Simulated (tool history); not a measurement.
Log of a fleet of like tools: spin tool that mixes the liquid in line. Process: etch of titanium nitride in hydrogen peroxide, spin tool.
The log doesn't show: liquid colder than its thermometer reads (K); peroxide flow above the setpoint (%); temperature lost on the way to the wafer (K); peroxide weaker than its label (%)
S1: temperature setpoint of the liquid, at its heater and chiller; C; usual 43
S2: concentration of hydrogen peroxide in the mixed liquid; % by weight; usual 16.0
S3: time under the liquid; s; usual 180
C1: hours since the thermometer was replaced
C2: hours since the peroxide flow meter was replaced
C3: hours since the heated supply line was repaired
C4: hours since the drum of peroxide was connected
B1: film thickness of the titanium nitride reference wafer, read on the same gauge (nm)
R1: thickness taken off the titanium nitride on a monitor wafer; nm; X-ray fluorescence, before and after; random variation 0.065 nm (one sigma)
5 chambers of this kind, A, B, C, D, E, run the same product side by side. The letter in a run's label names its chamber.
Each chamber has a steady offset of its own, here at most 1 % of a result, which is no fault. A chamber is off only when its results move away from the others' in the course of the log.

run	day	S1	S2	S3	C1	C2	C3	C4	B1	R1
1B	0.571	43	16.0	180	2808.2	1243.0	488.3	1274.6	120.04	7.9110
# day 0.750: chamber E: peroxide flow meter replaced
2C	0.967	43	16.0	180	457.8	1825.4	1147.2	1052.7	120.00	7.9159
3D	1.367	43	16.0	180	1306.7	1362.0	766.2	315.9	120.00	8.0383
4A	1.792	43	16.0	180	439.4	556.8	533.8	157.4	119.97	8.0348
5E	2.058	43	16.0	180	800.9	31.5	853.8	518.0	120.04	7.8901
6E	2.575	43	16.0	180	813.3	43.9	866.2	530.4	120.00	7.9664
7B	3.158	43	16.0	180	2870.3	1305.1	550.4	1336.7	119.97	7.9701
8D	3.583	43	16.0	180	1359.9	1415.2	819.4	369.1	120.02	7.8198
9A	4.129	43	16.0	180	495.5	612.9	589.9	213.5	119.98	7.9303
# day 4.292: chamber B: thermometer replaced
10C	4.471	43	16.0	180	541.9	1909.5	1231.3	1136.8	119.99	7.9524
11A	4.942	43	16.0	180	515.0	632.4	609.4	233.0	120.00	7.9729
# day 5.208: chamber B: new drum of peroxide connected
12E	5.254	43	16.0	180	877.6	108.2	930.5	594.7	120.01	7.9454
13B	5.571	43	16.0	180	30.8	1363.0	608.3	8.7	120.01	7.9709
# day 5.833: chamber E: new drum of peroxide connected
14C	5.950	43	16.0	180	577.4	1945.0	1266.8	1172.3	119.99	7.9084
15D	6.483	43	16.0	180	1429.5	1484.8	889.0	438.7	120.01	7.7268
# day 6.588: chamber E: heated supply line repaired
# day 6.896: chamber C: new drum of peroxide connected
16E	6.962	43	16.0	180	918.6	149.2	9.0	27.2	120.00	7.9288
17A	7.225	43	13.5	180	569.8	687.2	664.2	287.8	119.99	7.5393
18C	7.800	43	13.5	180	621.8	1989.4	1311.2	21.8	120.00	7.6811
19B	8.221	43	13.5	180	94.4	1426.6	671.9	72.3	120.04	7.6926
20D	8.688	43	13.5	180	1482.4	1537.7	941.9	491.6	119.99	7.2285
21C	9.104	43	13.5	180	653.1	2020.7	1342.5	53.1	119.99	7.6984
22A	9.417	43	16.0	180	622.4	739.8	716.8	340.4	120.02	7.7763
23D	9.833	43	16.0	180	1509.9	1565.2	969.4	519.1	119.98	7.4420
24B	10.275	43	16.0	180	143.7	1475.9	721.2	121.6	120.00	8.0366
25E	10.829	43	16.0	180	1011.4	242.0	101.8	120.0	120.04	7.8566
26B	11.354	43	16.0	180	169.6	1501.8	747.1	147.5	120.03	8.0010
# day 11.433: chamber C: heated supply line repaired
27C	11.758	43	16.0	180	716.8	2084.4	7.8	116.8	120.00	8.0204
28E	12.117	52	16.0	180	1042.3	272.9	132.7	150.9	120.01	15.2240
29A	12.679	52	16.0	180	700.7	818.1	795.1	418.7	119.99	15.1840
30D	13.021	52	16.0	180	1586.4	1641.7	1045.9	595.6	120.03	14.4020
31D	13.621	52	16.0	180	1600.8	1656.1	1060.3	610.0	119.96	14.1580
32A	14.017	52	16.0	180	732.8	850.2	827.2	450.8	119.96	15.1360
33C	14.288	43	16.0	180	777.5	2145.1	68.5	177.5	120.04	8.0571
34E	14.579	43	16.0	180	1101.4	332.0	191.8	210.0	119.99	7.9566
35B	15.167	43	16.0	180	261.1	1593.3	838.6	239.0	120.04	8.0140
# day 15.292: chamber D: thermometer replaced
36D	15.462	43	16.0	180	4.1	1700.3	1104.5	654.2	120.00	7.1355
# day 15.475: chamber A: new drum of peroxide connected
37C	15.817	43	16.0	180	814.2	2181.8	105.2	214.2	119.98	7.9287
38A	16.092	43	16.0	180	782.6	900.0	877.0	14.9	119.97	7.9856

All 5 chambers run these settings next. Forecast each chamber's results:
39A	16.521	43	16.0	180						?
39B	16.521	43	16.0	180						?
39C	16.521	43	16.0	180						?
39D	16.521	43	16.0	180						?
39E	16.521	43	16.0	180						?

run	R1
39A	7.8856
39B	7.9803
39C	7.9343
39D	7.2151
39E	7.9675
